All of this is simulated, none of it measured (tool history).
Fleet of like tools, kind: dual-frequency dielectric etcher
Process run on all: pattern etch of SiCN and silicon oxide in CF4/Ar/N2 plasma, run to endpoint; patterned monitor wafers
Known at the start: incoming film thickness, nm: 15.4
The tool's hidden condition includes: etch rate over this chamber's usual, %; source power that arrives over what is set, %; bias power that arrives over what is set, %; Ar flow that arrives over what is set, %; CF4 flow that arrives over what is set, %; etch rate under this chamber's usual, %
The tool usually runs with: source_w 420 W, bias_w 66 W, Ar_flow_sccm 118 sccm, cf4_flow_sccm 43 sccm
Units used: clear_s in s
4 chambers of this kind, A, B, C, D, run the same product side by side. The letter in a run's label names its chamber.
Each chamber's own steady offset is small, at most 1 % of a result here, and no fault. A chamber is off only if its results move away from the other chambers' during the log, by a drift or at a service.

run   hour  source_w  bias_w  Ar_flow_sccm  cf4_flow_sccm  hours since the last wet clean  hours since the last source power generator calibration  hours since the last bias power generator calibration  hours since the last Ar flow controller change  hours since the last CF4 flow controller change  clear_s
 1A    8.1       420      66           118             43                           292.5                                                   1194.2                                                  635.4                                           754.0                                           1984.5   21.835
 2C   13.0       420      66           118             43                           432.4                                                    798.5                                                 1624.9                                          3467.5                                             28.9   22.257
 3B   16.7       420      66           118             43                           261.4                                                    928.1                                                 1759.6                                           171.6                                           2390.5   21.783
 4D   21.5       420      66           118             43                           234.3                                                     36.3                                                 1449.0                                          1158.1                                            698.5   21.784
 5D   28.7       420      66           118             43                           241.5                                                     43.5                                                 1456.2                                          1165.3                                            705.7   21.889
 6B   35.9       420      66           118             43                           280.6                                                    947.3                                                 1778.8                                           190.8                                           2409.7   21.836
 7A   41.3       420      66           118             43                           325.7                                                   1227.4                                                  668.6                                           787.2                                           2017.7   21.709
 8C   48.2       420      66           118             43                           467.6                                                    833.7                                                 1660.1                                          3502.7                                             64.1   22.050
 9A   53.9       420      66           118             43                           338.3                                                   1240.0                                                  681.2                                           799.8                                           2030.3   21.518
10B   61.8       420      66           118             43                           306.5                                                    973.2                                                 1804.7                                           216.7                                           2435.6   22.051
11D   67.4       420      66           118             43                           280.2                                                     82.2                                                 1494.9                                          1204.0                                            744.4   21.760
12C   72.6       340      66           118             43                           492.0                                                    858.1                                                 1684.5                                          3527.1                                             88.5   26.245
      76.6  -- chamber C: wet clean of the chamber
13C   76.6       340      66           118             43                             0.0                                                    862.1                                                 1688.5                                          3531.1                                             92.5   26.498
14B   80.7       340      66           118             43                           325.4                                                    992.1                                                 1823.6                                           235.6                                           2454.5   26.736
15D   85.8       340      66           118             43                           298.6                                                    100.6                                                 1513.3                                          1222.4                                            762.8   26.116
16A   90.7       420      66           118             43                           375.1                                                   1276.8                                                  718.0                                           836.6                                           2067.1   21.744
17D   96.7       420      66           118             43                           309.5                                                    111.5                                                 1524.2                                          1233.3                                            773.7   21.715
18A  100.8       420      66           118             43                           385.2                                                   1286.9                                                  728.1                                           846.7                                           2077.2   21.769
19B  105.2       420      66            97             43                           349.9                                                   1016.6                                                 1848.1                                           260.1                                           2479.0   21.700
20C  113.2       420      66            97             43                            36.6                                                    898.7                                                 1725.1                                          3567.7                                            129.1   21.007
21A  119.1       420      66            97             43                           403.5                                                   1305.2                                                  746.4                                           865.0                                           2095.5   21.141
22D  123.9       420      66            97             43                           336.7                                                    138.7                                                 1551.4                                          1260.5                                            800.9   21.248
23B  128.8       420      66           118             43                           373.5                                                   1040.2                                                 1871.7                                           283.7                                           2502.6   23.061
24C  136.3       420      66           118             43                            59.7                                                    921.8                                                 1748.2                                          3590.8                                            152.2   21.996
25C  143.2       420      66           118             43                            66.6                                                    928.7                                                 1755.1                                          3597.7                                            159.1   21.921

Predict what each chamber gives when all 4 of them run the settings below next.
26A  149.2       420      61           118             43                                                                                                                                                                                                                                                         ?
26B  149.2       420      61           118             43                                                                                                                                                                                                                                                         ?
26C  149.2       420      61           118             43                                                                                                                                                                                                                                                         ?
26D  149.2       420      61           118             43                                                                                                                                                                                                                                                         ?

run  clear_s
26A   22.369
26B   23.453
26C   22.542
26D   22.943

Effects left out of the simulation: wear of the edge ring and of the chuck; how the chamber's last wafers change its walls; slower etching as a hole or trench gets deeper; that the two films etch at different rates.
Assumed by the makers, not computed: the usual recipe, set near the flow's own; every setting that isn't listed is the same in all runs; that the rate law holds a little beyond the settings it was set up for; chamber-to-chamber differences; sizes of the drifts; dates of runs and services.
